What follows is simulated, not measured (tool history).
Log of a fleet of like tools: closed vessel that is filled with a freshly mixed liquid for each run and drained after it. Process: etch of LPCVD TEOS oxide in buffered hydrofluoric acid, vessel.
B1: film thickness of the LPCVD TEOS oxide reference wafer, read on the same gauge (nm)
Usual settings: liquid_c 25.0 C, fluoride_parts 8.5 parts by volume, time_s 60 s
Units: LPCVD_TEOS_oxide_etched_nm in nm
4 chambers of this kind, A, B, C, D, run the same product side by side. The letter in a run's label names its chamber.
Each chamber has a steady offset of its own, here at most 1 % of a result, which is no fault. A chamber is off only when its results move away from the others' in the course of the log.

{"run": "1C", "hour": 6.9, "liquid_c": 25.0, "fluoride_parts": 8.5, "time_s": 60, "B1": 120.0, "LPCVD_TEOS_oxide_etched_nm": 252.86}
{"run": "2D", "hour": 12.3, "liquid_c": 25.0, "fluoride_parts": 8.5, "time_s": 60, "B1": 119.98, "LPCVD_TEOS_oxide_etched_nm": 253.67}
{"run": "3B", "hour": 16.9, "liquid_c": 25.0, "fluoride_parts": 8.5, "time_s": 60, "B1": 119.96, "LPCVD_TEOS_oxide_etched_nm": 253.73}
{"run": "4A", "hour": 25.5, "liquid_c": 25.0, "fluoride_parts": 8.5, "time_s": 60, "B1": 120.04, "LPCVD_TEOS_oxide_etched_nm": 253.44}
{"run": "5D", "hour": 31.1, "liquid_c": 25.0, "fluoride_parts": 8.5, "time_s": 60, "B1": 119.98, "LPCVD_TEOS_oxide_etched_nm": 254.06}
{"run": "6C", "hour": 35.5, "liquid_c": 25.0, "fluoride_parts": 8.5, "time_s": 60, "B1": 120.01, "LPCVD_TEOS_oxide_etched_nm": 250.39}
{"run": "7A", "hour": 43.1, "liquid_c": 25.0, "fluoride_parts": 8.5, "time_s": 60, "B1": 120.01, "LPCVD_TEOS_oxide_etched_nm": 256.27}
{"run": "8B", "hour": 49.2, "liquid_c": 25.0, "fluoride_parts": 8.5, "time_s": 60, "B1": 120.03, "LPCVD_TEOS_oxide_etched_nm": 252.65}
{"run": "9D", "hour": 55.1, "liquid_c": 25.0, "fluoride_parts": 8.5, "time_s": 60, "B1": 119.99, "LPCVD_TEOS_oxide_etched_nm": 256.87}
{"run": "10A", "hour": 63.1, "liquid_c": 25.0, "fluoride_parts": 8.5, "time_s": 60, "B1": 119.97, "LPCVD_TEOS_oxide_etched_nm": 254.65}
{"run": "11B", "hour": 71.3, "liquid_c": 25.0, "fluoride_parts": 8.5, "time_s": 60, "B1": 119.98, "LPCVD_TEOS_oxide_etched_nm": 252.69}
{"run": "12C", "hour": 77.9, "liquid_c": 25.0, "fluoride_parts": 8.5, "time_s": 60, "B1": 120.01, "LPCVD_TEOS_oxide_etched_nm": 250.04}
{"run": "13D", "hour": 83.4, "liquid_c": 25.0, "fluoride_parts": 8.5, "time_s": 60, "B1": 119.95, "LPCVD_TEOS_oxide_etched_nm": 258.26}
{"run": "14C", "hour": 89.5, "liquid_c": 25.0, "fluoride_parts": 8.5, "time_s": 60, "B1": 120.0, "LPCVD_TEOS_oxide_etched_nm": 252.82}
{"run": "15A", "hour": 95.8, "liquid_c": 25.0, "fluoride_parts": 8.5, "time_s": 60, "B1": 120.01, "LPCVD_TEOS_oxide_etched_nm": 256.63}
{"run": "16B", "hour": 103.9, "liquid_c": 25.0, "fluoride_parts": 10.0, "time_s": 60, "B1": 119.97, "LPCVD_TEOS_oxide_etched_nm": 223.19}
{"run": "17A", "hour": 111.5, "liquid_c": 25.0, "fluoride_parts": 10.0, "time_s": 60, "B1": 120.03, "LPCVD_TEOS_oxide_etched_nm": 221.01}
{"run": "18D", "hour": 116.5, "liquid_c": 25.0, "fluoride_parts": 10.0, "time_s": 60, "B1": 119.99, "LPCVD_TEOS_oxide_etched_nm": 227.27}
{"run": "19B", "hour": 123.7, "liquid_c": 25.0, "fluoride_parts": 10.0, "time_s": 60, "B1": 119.97, "LPCVD_TEOS_oxide_etched_nm": 223.84}
{"run": "20C", "hour": 132.4, "liquid_c": 29.0, "fluoride_parts": 5.5, "time_s": 60, "B1": 120.0, "LPCVD_TEOS_oxide_etched_nm": 479.69}
{"run": "21B", "hour": 140.9, "liquid_c": 29.0, "fluoride_parts": 5.5, "time_s": 60, "B1": 120.01, "LPCVD_TEOS_oxide_etched_nm": 474.83}
{"run": "22C", "hour": 147.2, "liquid_c": 29.0, "fluoride_parts": 5.5, "time_s": 60, "B1": 119.99, "LPCVD_TEOS_oxide_etched_nm": 476.71}
{"run": "23D", "hour": 155.9, "liquid_c": 29.0, "fluoride_parts": 5.5, "time_s": 60, "B1": 120.06, "LPCVD_TEOS_oxide_etched_nm": 487.85}
{"run": "24A", "hour": 160.2, "liquid_c": 25.0, "fluoride_parts": 8.5, "time_s": 60, "B1": 119.97, "LPCVD_TEOS_oxide_etched_nm": 252.48}
{"run": "25C", "hour": 164.5, "liquid_c": 22.5, "fluoride_parts": 5.5, "time_s": 60, "B1": 120.02, "LPCVD_TEOS_oxide_etched_nm": 332.72}
{"run": "26D", "hour": 168.6, "liquid_c": 22.5, "fluoride_parts": 5.5, "time_s": 60, "B1": 120.04, "LPCVD_TEOS_oxide_etched_nm": 350.81}

Next, every chamber runs the same settings. What will each give?
{"run": "27A", "hour": 175.3, "liquid_c": 30.0, "fluoride_parts": 8.5, "time_s": 60, "LPCVD_TEOS_oxide_etched_nm": "?"}
{"run": "27B", "hour": 175.3, "liquid_c": 30.0, "fluoride_parts": 8.5, "time_s": 60, "LPCVD_TEOS_oxide_etched_nm": "?"}
{"run": "27C", "hour": 175.3, "liquid_c": 30.0, "fluoride_parts": 8.5, "time_s": 60, "LPCVD_TEOS_oxide_etched_nm": "?"}
{"run": "27D", "hour": 175.3, "liquid_c": 30.0, "fluoride_parts": 8.5, "time_s": 60, "LPCVD_TEOS_oxide_etched_nm": "?"}

run=27A LPCVD_TEOS_oxide_etched_nm=330.35
run=27B LPCVD_TEOS_oxide_etched_nm=332.37
run=27C LPCVD_TEOS_oxide_etched_nm=330.91
run=27D LPCVD_TEOS_oxide_etched_nm=351.50

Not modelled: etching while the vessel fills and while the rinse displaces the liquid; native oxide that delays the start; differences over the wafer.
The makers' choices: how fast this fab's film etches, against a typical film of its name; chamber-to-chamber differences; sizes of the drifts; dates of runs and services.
